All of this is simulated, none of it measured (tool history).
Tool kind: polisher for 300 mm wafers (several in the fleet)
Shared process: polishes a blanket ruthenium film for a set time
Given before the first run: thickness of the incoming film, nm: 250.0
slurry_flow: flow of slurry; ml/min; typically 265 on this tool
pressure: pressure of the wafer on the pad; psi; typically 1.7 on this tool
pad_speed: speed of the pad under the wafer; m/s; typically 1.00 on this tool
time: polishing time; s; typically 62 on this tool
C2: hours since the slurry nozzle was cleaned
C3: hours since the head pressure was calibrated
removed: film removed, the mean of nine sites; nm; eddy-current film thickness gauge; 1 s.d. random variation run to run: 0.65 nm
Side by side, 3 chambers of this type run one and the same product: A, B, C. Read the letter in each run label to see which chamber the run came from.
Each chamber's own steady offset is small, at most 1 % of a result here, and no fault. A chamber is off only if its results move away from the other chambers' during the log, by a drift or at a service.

At hour 7.0: chamber A: worn pad replaced by a new one.
Run 1C, hour 14.7: usual settings; wafers polished on this pad 1268; C2 280.2; C3 277.9. Result: removed 48.410 nm.
At hour 17.5: chamber C: worn pad replaced by a new one.
Run 2B, hour 22.9: usual settings; wafers polished on this pad 910; C2 272.7; C3 115.9. Result: removed 48.256 nm.
Run 3A, hour 31.1: usual settings; wafers polished on this pad 255; C2 483.1; C3 409.3. Result: removed 48.814 nm.
Run 4C, hour 40.8: usual settings; wafers polished on this pad 245; C2 306.3; C3 304.0. Result: removed 48.171 nm.
Run 5B, hour 52.9: usual settings; wafers polished on this pad 1226; C2 302.7; C3 145.9. Result: removed 48.167 nm.
At hour 58.9: chamber B: worn pad replaced by a new one.
Run 6A, hour 66.7: usual settings; wafers polished on this pad 630; C2 518.7; C3 444.9. Result: removed 50.749 nm.
Run 7C, hour 81.4: usual settings; wafers polished on this pad 673; C2 346.9; C3 344.6. Result: removed 49.031 nm.
Run 8A, hour 91.7: usual settings; wafers polished on this pad 893; C2 543.7; C3 469.9. Result: removed 50.244 nm.
At hour 97.8: chamber A: worn pad replaced by a new one.
Run 9B, hour 106.2: usual settings; wafers polished on this pad 498; C2 356.0; C3 199.2. Result: removed 48.072 nm.
At hour 112.2: chamber C: slurry nozzle cleaned.
Run 10A, hour 112.9: usual settings; wafers polished on this pad 159; C2 564.9; C3 491.1. Result: removed 49.798 nm.
At hour 116.2: chamber B: slurry nozzle cleaned.
Run 11B, hour 120.5: usual settings; wafers polished on this pad 649; C2 4.4; C3 213.5. Result: removed 48.182 nm.
Run 12C, hour 127.9: usual settings; wafers polished on this pad 1164; C2 15.7; C3 391.1. Result: removed 49.159 nm.
Run 13A, hour 140.3: usual settings; wafers polished on this pad 448; C2 592.3; C3 518.5. Result: removed 50.913 nm.
At hour 142.1: chamber A: slurry nozzle cleaned.
Run 14C, hour 148.5: usual settings; wafers polished on this pad 1381; C2 36.3; C3 411.7. Result: removed 47.874 nm.
Run 15B, hour 161.2: usual settings; wafers polished on this pad 1078; C2 45.1; C3 254.2. Result: removed 49.258 nm.
At hour 172.1: chamber C: worn pad replaced by a new one.
Run 16C, hour 174.9: usual settings; wafers polished on this pad 30; C2 62.7; C3 438.1. Result: removed 48.586 nm.
At hour 176.7: chamber A: worn pad replaced by a new one.
Run 17A, hour 184.3: usual settings; wafers polished on this pad 80; C2 42.3; C3 562.5. Result: removed 51.936 nm.
At hour 189.2: chamber B: worn pad replaced by a new one.
Run 18B, hour 196.7: usual settings; wafers polished on this pad 79; C2 80.6; C3 289.7. Result: removed 47.552 nm.
Run 19B, hour 210.7: usual settings; wafers polished on this pad 227; C2 94.6; C3 303.7. Result: removed 47.792 nm.
Run 20A, hour 222.2: usual settings; wafers polished on this pad 479; C2 80.2; C3 600.4. Result: removed 51.912 nm.
Run 21C, hour 228.6: usual settings; wafers polished on this pad 596; C2 116.4; C3 491.8. Result: removed 49.034 nm.
Run 22C, hour 242.1: usual settings; wafers polished on this pad 738; C2 129.9; C3 505.3. Result: removed 48.578 nm.
At hour 256.0: chamber A: worn pad replaced by a new one.
Run 23A, hour 256.8: usual settings; wafers polished on this pad 9; C2 114.8; C3 635.0. Result: removed 52.985 nm.
Run 24B, hour 269.1: usual settings; wafers polished on this pad 842; C2 153.0; C3 362.1. Result: removed 48.255 nm.
Run 25C, hour 283.8: usual settings; wafers polished on this pad 1178; C2 171.6; C3 547.0. Result: removed 48.306 nm.
Run 26A, hour 293.9: usual settings; wafers polished on this pad 400; C2 151.9; C3 672.1. Result: removed 54.910 nm.
Run 27B, hour 306.2: usual settings; wafers polished on this pad 1233; C2 190.1; C3 399.2. Result: removed 48.448 nm.
Run 28A, hour 317.3: usual settings but pad_speed 1.28 m/s; wafers polished on this pad 646; C2 175.3; C3 695.5. Result: removed 71.228 nm.

Decide between three cases: one chamber stands off from its peers, the gauge reading all wafers drifts, or nothing is wrong past each chamber's small offset. Where a chamber is off, say which and what most likely put it there.

One chamber, A, drifts off from the rest bit by bit.
Cause: head's pressure above its setpoint, % = 12.2.

Which of the 4 candidates below, each the usual settings with something changed and its results left as question marks, puts chamber A back in line with what the other chambers give on the usual settings?
In line means no further than this from the other chambers' mean on the usual settings: removed 2.300 nm
Run 29A-1, hour 327.9: usual settings but pressure 1.6 psi, pad_speed 0.96 m/s, time 60 s. Result: removed ?.
Run 29A-2, hour 327.9: usual settings but slurry_flow 270 ml/min, time 69 s. Result: removed ?.
Run 29A-3, hour 327.9: usual settings but pressure 1.6 psi, pad_speed 0.94 m/s, time 58 s. Result: removed ?.
Run 29A-4, hour 327.9: usual settings but slurry_flow 270 ml/min, pressure 1.9 psi, time 68 s. Result: removed ?.

The other chambers' mean on the usual settings: removed 48.553 nm
  run  removed
29A-1   47.461
29A-2   60.553
29A-3   44.916
29A-4   66.727
The answer is 29A-1, which returns the chamber to within the allowed miss of the others.
